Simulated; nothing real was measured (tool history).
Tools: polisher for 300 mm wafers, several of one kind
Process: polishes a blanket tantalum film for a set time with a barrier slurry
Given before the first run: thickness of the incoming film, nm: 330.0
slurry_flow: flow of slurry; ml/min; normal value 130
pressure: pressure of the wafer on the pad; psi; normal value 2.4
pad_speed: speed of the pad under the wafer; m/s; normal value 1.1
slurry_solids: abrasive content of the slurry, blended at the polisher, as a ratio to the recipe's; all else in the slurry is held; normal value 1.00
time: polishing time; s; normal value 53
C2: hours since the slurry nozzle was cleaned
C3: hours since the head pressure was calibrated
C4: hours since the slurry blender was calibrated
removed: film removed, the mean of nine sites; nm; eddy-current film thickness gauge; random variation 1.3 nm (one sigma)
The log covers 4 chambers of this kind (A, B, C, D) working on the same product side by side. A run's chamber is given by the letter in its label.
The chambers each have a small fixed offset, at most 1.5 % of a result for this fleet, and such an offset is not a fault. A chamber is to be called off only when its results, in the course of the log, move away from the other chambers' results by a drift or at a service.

run 1D day=0.392 | slurry_flow=130 pressure=2.4 pad_speed=1.1 slurry_solids=1.00 time=53 | wafers_polished_on_this_pad=104 C2=218.6 C3=205.0 C4=43.6 | removed=107.520
run 2A day=0.662 | slurry_flow=130 pressure=2.4 pad_speed=1.1 slurry_solids=1.00 time=53 | wafers_polished_on_this_pad=511 C2=406.8 C3=343.0 C4=308.8 | removed=110.680
run 3B day=0.992 | slurry_flow=130 pressure=2.4 pad_speed=1.1 slurry_solids=1.00 time=53 | wafers_polished_on_this_pad=250 C2=202.9 C3=608.1 C4=109.3 | removed=110.790
run 4C day=1.342 | slurry_flow=130 pressure=2.4 pad_speed=1.1 slurry_solids=1.00 time=53 | wafers_polished_on_this_pad=949 C2=297.0 C3=822.2 C4=68.2 | removed=107.420
run 5B day=1.562 | slurry_flow=130 pressure=2.4 pad_speed=1.1 slurry_solids=1.00 time=53 | wafers_polished_on_this_pad=348 C2=216.6 C3=621.8 C4=123.0 | removed=109.170
run 6C day=1.921 | slurry_flow=150 pressure=1.6 pad_speed=1.1 slurry_solids=1.00 time=53 | wafers_polished_on_this_pad=1048 C2=310.9 C3=836.1 C4=82.1 | removed=72.528
-- day=2.121 chamber B: slurry blender recalibrated
-- day=2.129 chamber A: slurry blender recalibrated
-- day=2.208 chamber A: worn pad replaced by a new one
run 7D day=2.296 | slurry_flow=150 pressure=1.6 pad_speed=1.1 slurry_solids=1.00 time=53 | wafers_polished_on_this_pad=431 C2=264.3 C3=250.7 C4=89.3 | removed=75.191
run 8A day=2.650 | slurry_flow=150 pressure=1.6 pad_speed=1.1 slurry_solids=1.00 time=53 | wafers_polished_on_this_pad=76 C2=454.5 C3=390.7 C4=12.6 | removed=74.735
run 9B day=2.892 | slurry_flow=150 pressure=1.6 pad_speed=1.1 slurry_solids=1.00 time=53 | wafers_polished_on_this_pad=576 C2=248.5 C3=653.7 C4=18.6 | removed=71.426
-- day=2.958 chamber B: worn pad replaced by a new one
run 10D day=3.104 | slurry_flow=130 pressure=2.4 pad_speed=1.1 slurry_solids=1.00 time=53 | wafers_polished_on_this_pad=569 C2=283.7 C3=270.1 C4=108.7 | removed=108.170
run 11C day=3.479 | slurry_flow=130 pressure=2.4 pad_speed=1.1 slurry_solids=1.00 time=53 | wafers_polished_on_this_pad=1316 C2=348.3 C3=873.5 C4=119.5 | removed=107.180
run 12A day=3.846 | slurry_flow=130 pressure=2.4 pad_speed=1.1 slurry_solids=1.00 time=59 | wafers_polished_on_this_pad=281 C2=483.2 C3=419.4 C4=41.3 | removed=122.430
-- day=3.992 chamber B: head pressure recalibrated
run 13A day=4.112 | slurry_flow=130 pressure=2.4 pad_speed=1.1 slurry_solids=1.00 time=59 | wafers_polished_on_this_pad=327 C2=489.6 C3=425.8 C4=47.7 | removed=122.000
-- day=4.204 chamber C: worn pad replaced by a new one
run 14C day=4.508 | slurry_flow=130 pressure=2.4 pad_speed=1.1 slurry_solids=1.00 time=59 | wafers_polished_on_this_pad=52 C2=373.0 C3=898.2 C4=144.2 | removed=117.540
run 15D day=4.775 | slurry_flow=130 pressure=2.4 pad_speed=1.1 slurry_solids=1.00 time=59 | wafers_polished_on_this_pad=856 C2=323.8 C3=310.2 C4=148.8 | removed=119.440
run 16B day=5.117 | slurry_flow=130 pressure=2.4 pad_speed=1.1 slurry_solids=1.00 time=53 | wafers_polished_on_this_pad=371 C2=301.9 C3=27.0 C4=72.0 | removed=110.580
run 17B day=5.296 | slurry_flow=130 pressure=2.4 pad_speed=1.1 slurry_solids=1.00 time=53 | wafers_polished_on_this_pad=401 C2=306.2 C3=31.3 C4=76.3 | removed=109.410
run 18A day=5.671 | slurry_flow=130 pressure=2.4 pad_speed=1.1 slurry_solids=1.00 time=53 | wafers_polished_on_this_pad=594 C2=527.0 C3=463.2 C4=85.1 | removed=105.950
run 19D day=6.062 | slurry_flow=130 pressure=2.4 pad_speed=1.1 slurry_solids=1.00 time=53 | wafers_polished_on_this_pad=1077 C2=354.7 C3=341.1 C4=179.7 | removed=106.470
run 20C day=6.388 | slurry_flow=130 pressure=2.4 pad_speed=1.1 slurry_solids=1.00 time=53 | wafers_polished_on_this_pad=374 C2=418.1 C3=943.3 C4=189.3 | removed=107.030
run 21C day=6.646 | slurry_flow=130 pressure=2.4 pad_speed=1.1 slurry_solids=1.00 time=53 | wafers_polished_on_this_pad=419 C2=424.3 C3=949.5 C4=195.5 | removed=106.850
-- day=6.667 chamber B: worn pad replaced by a new one
run 22A day=6.946 | slurry_flow=130 pressure=2.4 pad_speed=1.1 slurry_solids=1.00 time=53 | wafers_polished_on_this_pad=813 C2=557.6 C3=493.8 C4=115.7 | removed=108.050
-- day=7.112 chamber A: worn pad replaced by a new one
run 23D day=7.300 | slurry_flow=130 pressure=2.4 pad_speed=1.1 slurry_solids=1.00 time=53 | wafers_polished_on_this_pad=1290 C2=384.4 C3=370.8 C4=209.4 | removed=105.150
-- day=7.338 chamber D: worn pad replaced by a new one
run 24B day=7.675 | slurry_flow=130 pressure=2.4 pad_speed=1.1 slurry_solids=1.00 time=53 | wafers_polished_on_this_pad=173 C2=363.3 C3=88.4 C4=133.4 | removed=107.770
run 25A day=7.850 | slurry_flow=130 pressure=2.4 pad_speed=1.1 slurry_solids=1.00 time=53 | wafers_polished_on_this_pad=127 C2=579.3 C3=515.5 C4=137.4 | removed=109.630
run 26C day=8.121 | slurry_flow=130 pressure=2.4 pad_speed=1.1 slurry_solids=1.00 time=53 | wafers_polished_on_this_pad=672 C2=459.7 C3=984.9 C4=230.9 | removed=108.620
run 27B day=8.421 | slurry_flow=130 pressure=2.4 pad_speed=1.1 slurry_solids=1.00 time=53 | wafers_polished_on_this_pad=301 C2=381.2 C3=106.3 C4=151.3 | removed=108.170
run 28D day=8.750 | slurry_flow=130 pressure=2.4 pad_speed=1.1 slurry_solids=1.00 time=53 | wafers_polished_on_this_pad=243 C2=419.2 C3=405.6 C4=244.2 | removed=100.250
-- day=8.796 chamber B: slurry blender recalibrated
run 29B day=9.108 | slurry_flow=130 pressure=2.4 pad_speed=1.1 slurry_solids=1.00 time=53 | wafers_polished_on_this_pad=419 C2=397.7 C3=122.8 C4=7.6 | removed=106.840
run 30C day=9.479 | slurry_flow=130 pressure=2.4 pad_speed=1.1 slurry_solids=1.00 time=53 | wafers_polished_on_this_pad=905 C2=492.3 C3=1017.5 C4=263.5 | removed=105.750
run 31D day=9.725 | slurry_flow=130 pressure=2.4 pad_speed=1.1 slurry_solids=1.00 time=62 | wafers_polished_on_this_pad=410 C2=442.6 C3=429.0 C4=267.6 | removed=119.120
run 32A day=10.008 | slurry_flow=130 pressure=2.4 pad_speed=1.1 slurry_solids=1.00 time=62 | wafers_polished_on_this_pad=497 C2=631.1 C3=567.3 C4=189.2 | removed=125.890
run 33C day=10.217 | slurry_flow=130 pressure=2.4 pad_speed=1.1 slurry_solids=1.00 time=62 | wafers_polished_on_this_pad=1032 C2=510.0 C3=1035.2 C4=281.2 | removed=125.910

Is one chamber off against the others, does the gauge drift, or is nothing wrong? If a chamber is off, say which, and what the likeliest cause is.

One chamber, D, drifts off from the rest bit by bit.
Likeliest cause: slurry flow missing at the pad, % = 33.2.
From this log alone, it may not be told apart from: head's pressure below its setpoint, %; abrasive missing from the slurry, %.

Chamber D could run next with any of the 4 candidate recipes listed below; each alters the usual settings, and their results appear as question marks. Which one brings its results back in line with what the other chambers deliver on the usual settings?
In line here means within this much of the mean the other chambers give on the usual settings: removed 4.400 nm
run 34D-1 day=10.504 | slurry_flow=135 pressure=2.6 pad_speed=1.10 slurry_solids=1.00 time=53 | removed=?
run 34D-2 day=10.504 | slurry_flow=135 pressure=2.4 pad_speed=1.22 slurry_solids=1.00 time=59 | removed=?
run 34D-3 day=10.504 | slurry_flow=125 pressure=2.2 pad_speed=1.10 slurry_solids=1.00 time=53 | removed=?
run 34D-4 day=10.504 | slurry_flow=130 pressure=2.2 pad_speed=1.10 slurry_solids=1.00 time=47 | removed=?

Other chambers, usual settings, mean: removed 108.080 nm
run=34D-1 removed=107.450
run=34D-2 removed=122.470
run=34D-3 removed=89.178
run=34D-4 removed=79.967
With 34D-1, the chamber falls back in line with the rest.

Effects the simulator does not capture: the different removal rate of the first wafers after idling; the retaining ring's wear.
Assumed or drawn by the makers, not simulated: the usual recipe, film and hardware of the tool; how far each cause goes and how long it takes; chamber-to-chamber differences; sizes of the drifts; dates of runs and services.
